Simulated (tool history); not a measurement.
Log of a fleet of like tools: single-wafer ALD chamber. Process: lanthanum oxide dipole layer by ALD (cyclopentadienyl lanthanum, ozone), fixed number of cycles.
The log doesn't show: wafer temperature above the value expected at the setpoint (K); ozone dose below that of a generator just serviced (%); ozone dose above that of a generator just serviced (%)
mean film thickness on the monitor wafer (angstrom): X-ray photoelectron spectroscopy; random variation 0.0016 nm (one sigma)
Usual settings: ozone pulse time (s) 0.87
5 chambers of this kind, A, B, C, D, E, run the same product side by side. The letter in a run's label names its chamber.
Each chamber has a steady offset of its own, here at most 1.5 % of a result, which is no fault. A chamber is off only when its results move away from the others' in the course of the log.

run	day	ozone pulse time (s)	hours since the last thermocouple change	hours since the last ozone generator service	read-back reference wafer on the same gauge, thickness_nm	mean film thickness on the monitor wafer (angstrom)
1E	0.417	0.87	475.8	86.3	0.41521	4.8035
2C	0.875	0.87	1293.4	120.2	0.41502	4.7466
3D	1.112	0.87	104.8	585.9	0.41506	4.7108
4A	1.467	0.87	527.7	856.5	0.41477	4.7938
5B	1.938	1.06	1895.8	282.7	0.41525	5.0705
6A	2.458	1.06	551.5	880.3	0.41516	5.1174
7C	2.75	1.06	1338.4	165.2	0.41502	5.0618
8D	3.225	1.06	155.5	636.6	0.41531	5.0333
9B	3.696	1.06	1938	324.9	0.41527	5.0586
10E	4.162	1.12	565.7	176.2	0.41526	5.2065
11E	4.425	1.12	572	182.5	0.41502	5.192
12C	4.9	1.12	1390	216.8	0.41481	5.156
13B	5.292	1.12	1976.3	363.2	0.41469	5.1228
14A	5.625	1.12	627.5	956.3	0.41472	5.1741
# day 5.996: chamber B: thermocouple changed; heater temperature recalibrated
15D	6.15	0.87	225.7	706.8	0.41499	4.6798
16A	6.683	0.87	652.9	981.7	0.41485	4.7869
17C	7.188	0.87	1444.9	271.7	0.41516	4.7429
18B	7.488	0.87	35.9	415.9	0.41501	4.7745
19D	7.883	0.87	267.3	748.4	0.41502	4.709
20E	8.154	0.87	661.5	272	0.41524	4.8097
21A	8.612	0.99	699.2	1028	0.4148	4.9787
22E	9.133	0.99	685	295.5	0.41515	5.027
23B	9.458	0.99	83.2	463.2	0.41494	4.9361
24C	9.733	0.99	1506	332.8	0.41506	5.0014
25D	10.138	0.99	321.4	802.5	0.41515	4.9215
26B	10.571	0.87	109.9	489.9	0.41482	4.7438
27C	10.842	0.87	1532.6	359.4	0.41477	4.7435
28D	11.275	0.87	348.7	829.8	0.41512	4.7334
29A	11.767	0.87	774.9	1103.7	0.41476	4.7014
30E	12.042	0.87	754.8	365.3	0.415	4.8054
31B	12.333	0.87	152.2	532.2	0.41494	4.7569
32E	12.704	0.87	770.7	381.2	0.41497	4.7993

All 5 chambers run these settings next. Forecast each chamber's results:
33A	13.088	1				?
33B	13.088	1				?
33C	13.088	1				?
33D	13.088	1				?
33E	13.088	1				?

run	mean film thickness on the monitor wafer (angstrom)
33A	4.9084
33B	4.9923
33C	5.0036
33D	4.9475
33E	5.0434
